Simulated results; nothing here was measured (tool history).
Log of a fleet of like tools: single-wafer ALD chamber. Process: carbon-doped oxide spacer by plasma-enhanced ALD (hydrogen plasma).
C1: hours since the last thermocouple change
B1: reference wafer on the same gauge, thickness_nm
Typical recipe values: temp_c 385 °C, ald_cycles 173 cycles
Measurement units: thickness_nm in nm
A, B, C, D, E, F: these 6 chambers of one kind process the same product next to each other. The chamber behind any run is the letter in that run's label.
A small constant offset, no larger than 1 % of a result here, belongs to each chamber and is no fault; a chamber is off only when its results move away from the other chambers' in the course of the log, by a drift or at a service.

{"run": "1C", "hour": 8.6, "temp_c": 385, "ald_cycles": 173, "C1": 297.2, "B1": 7.6702, "thickness_nm": 8.6508}
{"run": "2D", "hour": 14.5, "temp_c": 385, "ald_cycles": 173, "C1": 1235.3, "B1": 7.6684, "thickness_nm": 8.7335}
{"run": "3A", "hour": 19.5, "temp_c": 385, "ald_cycles": 173, "C1": 2175.6, "B1": 7.6682, "thickness_nm": 8.5573}
{"run": "4E", "hour": 27.3, "temp_c": 385, "ald_cycles": 173, "C1": 1119.8, "B1": 7.6716, "thickness_nm": 8.67}
{"run": "5F", "hour": 34.4, "temp_c": 374, "ald_cycles": 139, "C1": 2373.9, "B1": 7.6672, "thickness_nm": 6.9848}
{"run": "6B", "hour": 41.2, "temp_c": 374, "ald_cycles": 139, "C1": 902.6, "B1": 7.671, "thickness_nm": 6.9789}
{"run": "7F", "hour": 47.6, "temp_c": 374, "ald_cycles": 139, "C1": 2387.1, "B1": 7.6756, "thickness_nm": 6.9559}
{"run": "8C", "hour": 53.6, "temp_c": 374, "ald_cycles": 139, "C1": 342.2, "B1": 7.6695, "thickness_nm": 6.9736}
{"hour": 62.1, "done": "chamber B: thermocouple changed; heater temperature recalibrated"}
{"run": "9A", "hour": 62.2, "temp_c": 374, "ald_cycles": 139, "C1": 2218.3, "B1": 7.6649, "thickness_nm": 6.8621}
{"run": "10D", "hour": 66.3, "temp_c": 374, "ald_cycles": 139, "C1": 1287.1, "B1": 7.6715, "thickness_nm": 7.0047}
{"run": "11E", "hour": 74.8, "temp_c": 385, "ald_cycles": 173, "C1": 1167.3, "B1": 7.6748, "thickness_nm": 8.6082}
{"run": "12B", "hour": 82.4, "temp_c": 385, "ald_cycles": 173, "C1": 20.4, "B1": 7.6706, "thickness_nm": 8.6776}
{"run": "13F", "hour": 86.5, "temp_c": 385, "ald_cycles": 173, "C1": 2426.0, "B1": 7.6667, "thickness_nm": 8.6612}
{"run": "14A", "hour": 91.9, "temp_c": 385, "ald_cycles": 173, "C1": 2248.0, "B1": 7.6655, "thickness_nm": 8.5657}
{"run": "15B", "hour": 98.4, "temp_c": 385, "ald_cycles": 173, "C1": 36.4, "B1": 7.6715, "thickness_nm": 8.6413}
{"run": "16E", "hour": 102.5, "temp_c": 385, "ald_cycles": 173, "C1": 1195.0, "B1": 7.673, "thickness_nm": 8.6186}
{"run": "17C", "hour": 107.3, "temp_c": 385, "ald_cycles": 173, "C1": 395.9, "B1": 7.6715, "thickness_nm": 8.6833}
{"run": "18D", "hour": 116.2, "temp_c": 385, "ald_cycles": 173, "C1": 1337.0, "B1": 7.6687, "thickness_nm": 8.7237}
{"run": "19B", "hour": 120.8, "temp_c": 397, "ald_cycles": 173, "C1": 58.8, "B1": 7.6706, "thickness_nm": 8.6744}
{"run": "20A", "hour": 126.5, "temp_c": 397, "ald_cycles": 173, "C1": 2282.6, "B1": 7.6696, "thickness_nm": 8.5658}
{"run": "21D", "hour": 135.6, "temp_c": 397, "ald_cycles": 173, "C1": 1356.4, "B1": 7.6674, "thickness_nm": 8.7442}
{"run": "22E", "hour": 141.4, "temp_c": 397, "ald_cycles": 173, "C1": 1233.9, "B1": 7.674, "thickness_nm": 8.5997}
{"run": "23F", "hour": 145.7, "temp_c": 397, "ald_cycles": 173, "C1": 2485.2, "B1": 7.668, "thickness_nm": 8.6625}
{"run": "24C", "hour": 154.7, "temp_c": 397, "ald_cycles": 173, "C1": 443.3, "B1": 7.6689, "thickness_nm": 8.6794}
{"run": "25E", "hour": 162.0, "temp_c": 385, "ald_cycles": 173, "C1": 1254.5, "B1": 7.6761, "thickness_nm": 8.5719}
{"run": "26C", "hour": 168.2, "temp_c": 396, "ald_cycles": 142, "C1": 456.8, "B1": 7.6666, "thickness_nm": 7.1097}
{"run": "27F", "hour": 174.5, "temp_c": 396, "ald_cycles": 142, "C1": 2514.0, "B1": 7.6666, "thickness_nm": 7.1218}
{"run": "28A", "hour": 182.8, "temp_c": 396, "ald_cycles": 142, "C1": 2338.9, "B1": 7.6678, "thickness_nm": 7.0613}
{"run": "29D", "hour": 188.9, "temp_c": 396, "ald_cycles": 142, "C1": 1409.7, "B1": 7.6707, "thickness_nm": 7.1809}
{"run": "30B", "hour": 194.0, "temp_c": 396, "ald_cycles": 142, "C1": 132.0, "B1": 7.6689, "thickness_nm": 7.0598}
{"run": "31D", "hour": 200.0, "temp_c": 396, "ald_cycles": 142, "C1": 1420.8, "B1": 7.664, "thickness_nm": 7.1924}
{"run": "32E", "hour": 205.3, "temp_c": 385, "ald_cycles": 173, "C1": 1297.8, "B1": 7.6675, "thickness_nm": 8.6137}
{"run": "33F", "hour": 211.5, "temp_c": 385, "ald_cycles": 173, "C1": 2551.0, "B1": 7.6656, "thickness_nm": 8.6686}
{"run": "34C", "hour": 216.5, "temp_c": 385, "ald_cycles": 173, "C1": 505.1, "B1": 7.673, "thickness_nm": 8.6635}
{"run": "35A", "hour": 220.7, "temp_c": 385, "ald_cycles": 173, "C1": 2376.8, "B1": 7.6746, "thickness_nm": 8.5613}
{"run": "36B", "hour": 228.4, "temp_c": 385, "ald_cycles": 173, "C1": 166.4, "B1": 7.6668, "thickness_nm": 8.6662}
{"run": "37B", "hour": 233.3, "temp_c": 385, "ald_cycles": 173, "C1": 171.3, "B1": 7.6729, "thickness_nm": 8.6614}
{"run": "38C", "hour": 238.1, "temp_c": 385, "ald_cycles": 173, "C1": 526.7, "B1": 7.6724, "thickness_nm": 8.6758}
{"run": "39F", "hour": 243.6, "temp_c": 385, "ald_cycles": 173, "C1": 2583.1, "B1": 7.6679, "thickness_nm": 8.6603}
{"run": "40A", "hour": 248.5, "temp_c": 394, "ald_cycles": 206, "C1": 2404.6, "B1": 7.6691, "thickness_nm": 10.205}
{"run": "41D", "hour": 256.5, "temp_c": 394, "ald_cycles": 206, "C1": 1477.3, "B1": 7.6695, "thickness_nm": 10.377}
{"run": "42E", "hour": 265.4, "temp_c": 394, "ald_cycles": 206, "C1": 1357.9, "B1": 7.6663, "thickness_nm": 10.309}
{"run": "43C", "hour": 270.5, "temp_c": 394, "ald_cycles": 206, "C1": 559.1, "B1": 7.6739, "thickness_nm": 10.267}
{"run": "44D", "hour": 277.5, "temp_c": 394, "ald_cycles": 206, "C1": 1498.3, "B1": 7.669, "thickness_nm": 10.327}

Is one chamber off against the others, does the gauge drift, or is nothing wrong? If a chamber is off, say which, and what the likeliest cause is.

Beyond each chamber's small constant offset nothing stands out, and the gauge stays steady.

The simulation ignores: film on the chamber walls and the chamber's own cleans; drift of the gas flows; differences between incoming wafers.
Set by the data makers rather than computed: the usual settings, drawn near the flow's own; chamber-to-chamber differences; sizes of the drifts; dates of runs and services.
